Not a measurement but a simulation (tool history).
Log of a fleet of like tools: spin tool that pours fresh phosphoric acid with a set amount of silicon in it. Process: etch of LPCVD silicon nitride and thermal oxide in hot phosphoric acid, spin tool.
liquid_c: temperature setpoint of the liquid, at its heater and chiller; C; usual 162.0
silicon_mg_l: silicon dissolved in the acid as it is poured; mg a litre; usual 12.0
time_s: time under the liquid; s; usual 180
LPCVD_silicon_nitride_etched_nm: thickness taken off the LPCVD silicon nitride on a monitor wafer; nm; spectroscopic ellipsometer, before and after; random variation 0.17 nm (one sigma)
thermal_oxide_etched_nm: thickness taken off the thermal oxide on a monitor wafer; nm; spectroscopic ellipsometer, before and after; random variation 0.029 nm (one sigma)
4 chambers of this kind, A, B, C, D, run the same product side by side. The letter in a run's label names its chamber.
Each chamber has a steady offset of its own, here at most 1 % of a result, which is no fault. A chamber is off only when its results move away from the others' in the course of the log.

run    day  liquid_c  silicon_mg_l  time_s  hours since the thermometer was replaced  hours since the dissolved silicon flow meter was replaced  hours since the heated supply line was repaired  read-back film thickness of the LPCVD silicon nitride reference wafer, read on the same gauge (nm)  read-back film thickness of the thermal oxide reference wafer, read on the same gauge (nm)  LPCVD_silicon_nitride_etched_nm  thermal_oxide_etched_nm
 1A  0.138     162.0          12.0     180                                     108.2                                                     1715.9                                            729.9                                                                                              120.03                                                                                      110.02                           17.592                  0.48938
 2B  0.292     162.0          12.0     180                                    2172.3                                                      549.3                                            979.4                                                                                              120.02                                                                                      110.00                           17.521                  0.42291
 3C  0.500     162.0          12.0     180                                    2197.6                                                      604.2                                            463.5                                                                                              120.02                                                                                      110.00                           17.401                  0.42048
 4D  0.650     162.0          12.0     180                                     860.3                                                     1166.9                                           2310.5                                                                                              120.01                                                                                      110.01                           17.329                  0.45063
 5D  0.842     162.0          12.0     180                                     864.9                                                     1171.5                                           2315.1                                                                                              119.98                                                                                      109.99                           17.267                  0.39831
 6A  1.062     162.0          12.0     180                                     130.4                                                     1738.1                                            752.1                                                                                              119.98                                                                                      109.98                           17.779                  0.40325
 7B  1.275     162.0          12.0     180                                    2195.9                                                      572.9                                           1003.0                                                                                              119.95                                                                                      110.03                           17.601                  0.42141
 8C  1.408     162.0          12.0     180                                    2219.4                                                      626.0                                            485.3                                                                                              119.99                                                                                      110.00                           17.369                  0.46061
 9B  1.629     163.5          12.0     180                                    2204.4                                                      581.4                                           1011.5                                                                                              120.00                                                                                      110.01                           18.321                  0.45191
10C  1.775     163.5          12.0     180                                    2228.2                                                      634.8                                            494.1                                                                                              120.00                                                                                      109.98                           18.258                  0.39991
11D  1.996     163.5          12.0     180                                     892.6                                                     1199.2                                           2342.8                                                                                              120.00                                                                                      110.02                           18.144                  0.48200
12A  2.125     163.5          12.0     180                                     155.9                                                     1763.6                                            777.6                                                                                              120.01                                                                                      110.02                           18.523                  0.45554
13B  2.225     162.0          12.0     180                                    2218.7                                                      595.7                                           1025.8                                                                                              120.00                                                                                      110.02                           17.440                  0.40940
14C  2.325     162.0          12.0     180                                    2241.4                                                      648.0                                            507.3                                                                                              119.96                                                                                      110.01                           17.348                  0.43442
15A  2.550     162.0          12.0     180                                     166.1                                                     1773.8                                            787.8                                                                                              119.97                                                                                      109.98                           17.545                  0.39101
16D  2.704     162.0          12.0     180                                     909.6                                                     1216.2                                           2359.8                                                                                              119.98                                                                                      110.00                           17.373                  0.41924
17B  2.908     162.0          12.0     180                                    2235.1                                                      612.1                                           1042.2                                                                                              119.97                                                                                      109.99                           17.251                  0.39055
18C  3.029     162.0          12.0     180                                    2258.3                                                      664.9                                            524.2                                                                                              120.00                                                                                      110.01                           17.663                  0.42716
19D  3.204     162.0          12.0     180                                     921.6                                                     1228.2                                           2371.8                                                                                              120.02                                                                                      110.03                           17.570                  0.42893
20A  3.362     162.0          12.0     180                                     185.6                                                     1793.3                                            807.3                                                                                              120.06                                                                                      109.99                           17.616                  0.38935
21B  3.588     162.0          12.0     180                                    2251.4                                                      628.4                                           1058.5                                                                                              119.99                                                                                      110.01                           17.207                  0.41548
22D  3.779     164.0          12.0     180                                     935.4                                                     1242.0                                           2385.6                                                                                              120.01                                                                                      109.99                           18.458                  0.48052
23A  3.929     164.0          12.0     180                                     199.2                                                     1806.9                                            820.9                                                                                              120.03                                                                                      110.01                           18.785                  0.46728
     4.042  -- chamber A: heated supply line repaired
24C  4.092     164.0          12.0     180                                    2283.8                                                      690.4                                            549.7                                                                                              120.02                                                                                      110.01                           18.638                  0.49227
25B  4.267     164.0          12.0     180                                    2267.7                                                      644.7                                           1074.8                                                                                              119.95                                                                                      110.04                           18.456                  0.47791
26D  4.412     162.0          12.0     180                                     950.6                                                     1257.2                                           2400.8                                                                                              120.01                                                                                      110.00                           16.989                  0.47027
27A  4.533     160.5          18.5     180                                     213.7                                                     1821.4                                             11.9                                                                                              119.98                                                                                      110.01                           16.616                  0.33194
28C  4.646     160.5          18.5     180                                    2297.1                                                      703.7                                            563.0                                                                                              119.95                                                                                      110.02                           16.398                  0.30315
29A  4.812     160.5          18.5     180                                     220.4                                                     1828.1                                             18.6                                                                                              120.00                                                                                      110.00                           16.789                  0.27072
30C  5.017     160.5          18.5     180                                    2306.0                                                      712.6                                            571.9                                                                                              120.03                                                                                      110.01                           16.758                  0.30471
31B  5.204     162.0          12.0     180                                    2290.2                                                      667.2                                           1097.3                                                                                              120.00                                                                                      109.99                           17.553                  0.39200
32D  5.417     162.0          12.0     180                                     974.7                                                     1281.3                                           2424.9                                                                                              119.97                                                                                      110.02                           17.649                  0.37103
33A  5.567     162.0          12.0     180                                     238.5                                                     1846.2                                             36.7                                                                                              119.99                                                                                      110.00                           17.667                  0.41737
34C  5.675     162.0          12.0     180                                    2321.8                                                      728.4                                            587.7                                                                                              120.01                                                                                      109.98                           17.603                  0.45354
35D  5.829     162.0          12.0     180                                     984.6                                                     1291.2                                           2434.8                                                                                              120.03                                                                                      109.99                           17.387                  0.41073
36B  5.962     162.0          12.0     180                                    2308.4                                                      685.4                                           1115.5                                                                                              120.06                                                                                      110.01                           17.164                  0.41791
37B  6.062     162.0          12.0     180                                    2310.8                                                      687.8                                           1117.9                                                                                              120.00                                                                                      109.99                           17.417                  0.41710
38A  6.238     162.0          12.0     180                                     254.6                                                     1862.3                                             52.8                                                                                              119.97                                                                                      110.01                           17.344                  0.42923

Next, every chamber runs the same settings. What will each give?
39A  6.400     161.0          12.0     180                                                                                                                                                                                                                                                                                                                                                                                      ?                        ?
39B  6.400     161.0          12.0     180                                                                                                                                                                                                                                                                                                                                                                                      ?                        ?
39C  6.400     161.0          12.0     180                                                                                                                                                                                                                                                                                                                                                                                      ?                        ?
39D  6.400     161.0          12.0     180                                                                                                                                                                                                                                                                                                                                                                                      ?                        ?

run  LPCVD_silicon_nitride_etched_nm  thermal_oxide_etched_nm
39A                           16.828                  0.35594
39B                           17.140                  0.36569
39C                           16.953                  0.36650
39D                           16.668                  0.38504
